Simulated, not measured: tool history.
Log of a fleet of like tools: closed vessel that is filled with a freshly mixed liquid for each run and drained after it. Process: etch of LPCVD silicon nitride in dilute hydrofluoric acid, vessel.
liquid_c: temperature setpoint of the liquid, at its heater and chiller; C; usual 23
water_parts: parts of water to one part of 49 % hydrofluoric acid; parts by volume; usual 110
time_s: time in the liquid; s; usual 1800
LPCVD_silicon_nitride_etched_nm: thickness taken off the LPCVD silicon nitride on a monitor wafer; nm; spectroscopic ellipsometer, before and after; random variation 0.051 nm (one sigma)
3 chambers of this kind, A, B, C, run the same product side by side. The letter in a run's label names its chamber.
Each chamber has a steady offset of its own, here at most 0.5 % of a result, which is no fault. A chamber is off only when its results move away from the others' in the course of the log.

run,day,liquid_c,water_parts,time_s,"read-back film thickness of the LPCVD silicon nitride reference wafer, read on the same gauge (nm)",LPCVD_silicon_nitride_etched_nm
1B,0.562,23,110,1800,129.98,7.9169
2A,1.054,23,110,1800,130,7.8452
3C,1.529,23,110,1800,130.03,7.9401
4C,2.092,23,110,1800,130,7.8221
5B,2.346,20,140,1800,130,5.1044
6A,2.908,20,140,1800,130.01,5.0767
7C,3.333,20,140,1800,130.01,5.1569
8B,3.671,23,110,1800,129.96,7.9584
9A,4.121,23,110,1800,130.01,7.8512
10B,4.492,26,110,1800,129.99,9.5738
11C,5.021,26,110,1800,130,9.8588
12A,5.521,26,110,1800,130.01,9.5798
13C,5.792,23,75,1380,130.01,9.1959
14A,6.288,23,75,1380,130,8.9018
15B,6.558,23,75,1380,129.99,8.757
16B,6.842,23,110,1800,130,7.8903
17A,7.183,23,110,1800,129.99,7.8939
18C,7.504,23,110,1800,130.01,8.3469
19B,7.821,23,110,1800,130,7.9071
20A,8.288,26.5,110,820,129.99,4.5444
21C,8.588,26.5,110,820,129.97,4.8307
# day 8.925: chamber B: hydrofluoric acid flow meter replaced
22B,8.946,26.5,110,820,130,4.534
23C,9.412,23,110,1800,129.99,8.4856
# day 9.596: chamber B: thermometer replaced
24A,9.717,21,110,1800,130.02,6.9335
25C,10.217,21,110,1800,130.02,7.4597
26B,10.583,21,110,1800,130.02,6.869

Next, every chamber runs the same settings. What will each give?
27A,11.004,23,110,1800,,?
27B,11.004,23,110,1800,,?
27C,11.004,23,110,1800,,?

run,LPCVD_silicon_nitride_etched_nm
27A,7.9936
27B,7.942
27C,8.7175
